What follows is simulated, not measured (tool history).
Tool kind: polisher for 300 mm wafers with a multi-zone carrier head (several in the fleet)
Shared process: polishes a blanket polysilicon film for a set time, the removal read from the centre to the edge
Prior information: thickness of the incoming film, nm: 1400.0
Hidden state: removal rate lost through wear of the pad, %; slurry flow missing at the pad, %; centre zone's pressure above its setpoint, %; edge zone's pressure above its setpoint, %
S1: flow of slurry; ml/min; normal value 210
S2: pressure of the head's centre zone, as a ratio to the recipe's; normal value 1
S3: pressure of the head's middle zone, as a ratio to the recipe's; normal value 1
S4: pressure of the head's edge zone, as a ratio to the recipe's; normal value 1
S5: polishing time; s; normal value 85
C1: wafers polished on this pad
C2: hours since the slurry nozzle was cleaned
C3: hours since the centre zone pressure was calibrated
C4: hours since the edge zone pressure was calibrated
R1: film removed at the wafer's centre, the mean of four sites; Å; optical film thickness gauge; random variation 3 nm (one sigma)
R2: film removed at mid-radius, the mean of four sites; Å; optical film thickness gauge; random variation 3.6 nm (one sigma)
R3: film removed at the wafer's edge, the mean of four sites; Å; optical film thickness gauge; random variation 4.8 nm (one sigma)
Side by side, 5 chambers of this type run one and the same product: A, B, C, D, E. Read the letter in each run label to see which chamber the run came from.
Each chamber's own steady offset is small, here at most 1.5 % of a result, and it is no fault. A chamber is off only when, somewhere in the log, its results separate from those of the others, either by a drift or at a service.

At hour 1.8: chamber D: centre zone pressure recalibrated.
Run 1A, hour 3.4: usual settings; C1 191; C2 230.6; C3 616.3; C4 832.6. Result: R1 4259.8 Å, R2 4211.3 Å, R3 4286.2 Å.
Run 2D, hour 6.4: usual settings; C1 210; C2 451.3; C3 4.6; C4 223.2. Result: R1 4264.1 Å, R2 4211.4 Å, R3 4352.2 Å.
Run 3E, hour 9.6: usual settings; C1 630; C2 746.7; C3 351.4; C4 260. Result: R1 4264 Å, R2 4235.1 Å, R3 4241.2 Å.
At hour 10.8: chamber B: edge zone pressure recalibrated.
Run 4B, hour 12.2: usual settings; C1 142; C2 245.1; C3 46.9; C4 1.4. Result: R1 4352.3 Å, R2 4324.8 Å, R3 4334.6 Å.
At hour 14.8: chamber E: worn pad replaced by a new one.
Run 5C, hour 15.6: usual settings; C1 405; C2 409.9; C3 411; C4 1187.9. Result: R1 4264.7 Å, R2 4282 Å, R3 4268.3 Å.
Run 6B, hour 20.2: usual settings; C1 228; C2 253.1; C3 54.9; C4 9.4. Result: R1 4262.5 Å, R2 4287.2 Å, R3 4409.8 Å.
Run 7E, hour 23.7: usual settings but S2 1.08, S5 103 s; C1 95; C2 760.8; C3 365.5; C4 274.1. Result: R1 5618.6 Å, R2 5099.9 Å, R3 5148.4 Å.
Run 8C, hour 27.6: usual settings but S2 1.08, S5 103 s; C1 534; C2 421.9; C3 423; C4 1199.9. Result: R1 5582.2 Å, R2 5216.9 Å, R3 5149 Å.
Run 9A, hour 32.5: usual settings but S2 1.08, S5 103 s; C1 502; C2 259.7; C3 645.4; C4 861.7. Result: R1 5677.3 Å, R2 5202.9 Å, R3 5202.8 Å.
Run 10D, hour 35.5: usual settings but S2 1.08, S5 103 s; C1 522; C2 480.4; C3 33.7; C4 252.3. Result: R1 5573 Å, R2 5224.9 Å, R3 5136.8 Å.
Run 11B, hour 40.2: usual settings but S2 1.08, S5 103 s; C1 442; C2 273.1; C3 74.9; C4 29.4. Result: R1 5625.1 Å, R2 5150 Å, R3 5188.5 Å.
At hour 43.3: chamber C: worn pad replaced by a new one.
Run 12D, hour 43.5: usual settings; C1 607; C2 488.4; C3 41.7; C4 260.3. Result: R1 4287.8 Å, R2 4244 Å, R3 4303.4 Å.
Run 13E, hour 45.9: usual settings; C1 333; C2 783; C3 387.7; C4 296.3. Result: R1 4347.4 Å, R2 4224.8 Å, R3 4272.7 Å.
At hour 47: chamber B: worn pad replaced by a new one.
At hour 48.8: chamber D: slurry nozzle cleaned.
Run 14A, hour 50.2: usual settings; C1 691; C2 277.4; C3 663.1; C4 879.4. Result: R1 4363.4 Å, R2 4263.6 Å, R3 4186.4 Å.
Run 15C, hour 52.5: usual settings; C1 99; C2 446.8; C3 447.9; C4 1224.8. Result: R1 4272.4 Å, R2 4229.7 Å, R3 4251.4 Å.
Run 16C, hour 56.4: usual settings; C1 140; C2 450.7; C3 451.8; C4 1228.7. Result: R1 4190.2 Å, R2 4204.4 Å, R3 4273.7 Å.
At hour 57.8: chamber A: worn pad replaced by a new one.
Run 17B, hour 59.4: usual settings but S5 95 s; C1 133; C2 292.3; C3 94.1; C4 48.6. Result: R1 4797.7 Å, R2 4842.5 Å, R3 4741.6 Å.
Run 18D, hour 62: usual settings but S5 95 s; C1 805; C2 13.2; C3 60.2; C4 278.8. Result: R1 4694.4 Å, R2 4768.3 Å, R3 4866.3 Å.
Run 19A, hour 65.1: usual settings but S5 95 s; C1 78; C2 292.3; C3 678; C4 894.3. Result: R1 4839.2 Å, R2 4809.2 Å, R3 4708 Å.
At hour 66.5: chamber C: edge zone pressure recalibrated.
Run 20E, hour 67.7: usual settings but S5 95 s; C1 566; C2 804.8; C3 409.5; C4 318.1. Result: R1 4803.7 Å, R2 4749.8 Å, R3 4855 Å.
Run 21A, hour 70: usual settings but S5 95 s; C1 131; C2 297.2; C3 682.9; C4 899.2. Result: R1 4887.3 Å, R2 4807.2 Å, R3 4759.9 Å.
Run 22C, hour 73.4: usual settings; C1 322; C2 467.7; C3 468.8; C4 6.9. Result: R1 4195 Å, R2 4231.7 Å, R3 4221.8 Å.
At hour 76.4: chamber E: worn pad replaced by a new one.
Run 23D, hour 78.1: usual settings but S4 1.04; C1 977; C2 29.3; C3 76.3; C4 294.9. Result: R1 4216.6 Å, R2 4271.9 Å, R3 4460.9 Å.
Run 24B, hour 81.1: usual settings but S4 1.04; C1 365; C2 314; C3 115.8; C4 70.3. Result: R1 4311.2 Å, R2 4366.2 Å, R3 4427.3 Å.
Run 25E, hour 85.4: usual settings but S4 1.04; C1 96; C2 822.5; C3 427.2; C4 335.8. Result: R1 4322.3 Å, R2 4298.5 Å, R3 4305.3 Å.
At hour 88.5: chamber D: worn pad replaced by a new one.
Run 26A, hour 89.5: usual settings but S4 1.04; C1 339; C2 316.7; C3 702.4; C4 918.7. Result: R1 4351.7 Å, R2 4293 Å, R3 4469.6 Å.
Run 27E, hour 94.1: usual settings but S4 1.04; C1 189; C2 831.2; C3 435.9; C4 344.5. Result: R1 4305.2 Å, R2 4223.5 Å, R3 4311.3 Å.
Run 28B, hour 97.4: usual settings but S3 1.1, S4 1.06; C1 539; C2 330.3; C3 132.1; C4 86.6. Result: R1 4230 Å, R2 4680.1 Å, R3 4483.2 Å.
At hour 97.5: chamber B: worn pad replaced by a new one.
Run 29D, hour 100: usual settings but S3 1.1, S4 1.06; C1 123; C2 51.2; C3 98.2; C4 316.8. Result: R1 4224.4 Å, R2 4627.1 Å, R3 4462.6 Å.
Run 30C, hour 102.4: usual settings but S3 1.1, S4 1.06; C1 632; C2 496.7; C3 497.8; C4 35.9. Result: R1 4115.2 Å, R2 4501 Å, R3 4306.6 Å.
Run 31C, hour 106.2: usual settings but S3 1.1, S4 1.06; C1 673; C2 500.5; C3 501.6; C4 39.7. Result: R1 4129.1 Å, R2 4479.5 Å, R3 4387.2 Å.
At hour 106.3: chamber C: worn pad replaced by a new one.
Run 32D, hour 110.9: usual settings but S3 1.1, S4 1.06; C1 240; C2 62.1; C3 109.1; C4 327.7. Result: R1 4262.7 Å, R2 4619.9 Å, R3 4456.6 Å.
Run 33A, hour 114.3: usual settings; C1 604; C2 341.5; C3 727.2; C4 943.5. Result: R1 4329.3 Å, R2 4285.8 Å, R3 4279.4 Å.
Run 34B, hour 117: usual settings; C1 208; C2 349.9; C3 151.7; C4 106.2. Result: R1 4259.9 Å, R2 4302.1 Å, R3 4288.1 Å.
Run 35E, hour 121.7: usual settings but S2 1.07; C1 484; C2 858.8; C3 463.5; C4 372.1. Result: R1 4648.2 Å, R2 4256.5 Å, R3 4218 Å.
Run 36A, hour 124.1: usual settings but S2 1.07; C1 709; C2 351.3; C3 737; C4 953.3. Result: R1 4647.5 Å, R2 4263.1 Å, R3 4228.8 Å.
Run 37C, hour 127.2: usual settings but S2 1.07; C1 223; C2 521.5; C3 522.6; C4 60.7. Result: R1 4332.8 Å, R2 4038.1 Å, R3 4121.2 Å.
Run 38E, hour 131.9: usual settings but S2 1.07; C1 593; C2 869; C3 473.7; C4 382.3. Result: R1 4649.3 Å, R2 4229.3 Å, R3 4298.5 Å.
Run 39D, hour 135.2: usual settings but S2 1.07; C1 499; C2 86.4; C3 133.4; C4 352. Result: R1 4559.1 Å, R2 4267 Å, R3 4343.3 Å.
Run 40B, hour 138.2: usual settings; C1 435; C2 371.1; C3 172.9; C4 127.4. Result: R1 4218.5 Å, R2 4323.9 Å, R3 4295.8 Å.

Each of the 5 chambers runs these same settings next. Fill in every chamber's results:
Run 41A, hour 141.7: usual settings. Result: R1 ?, R2 ?, R3 ?.
Run 41B, hour 141.7: usual settings. Result: R1 ?, R2 ?, R3 ?.
Run 41C, hour 141.7: usual settings. Result: R1 ?, R2 ?, R3 ?.
Run 41D, hour 141.7: usual settings. Result: R1 ?, R2 ?, R3 ?.
Run 41E, hour 141.7: usual settings. Result: R1 ?, R2 ?, R3 ?.

run      R1      R2      R3
41A    4293  4276.5  4270.8
41B    4266    4248  4274.4
41C  3994.1  4023.7    4127
41D  4238.1    4206  4380.4
41E  4307.4  4312.6  4241.2
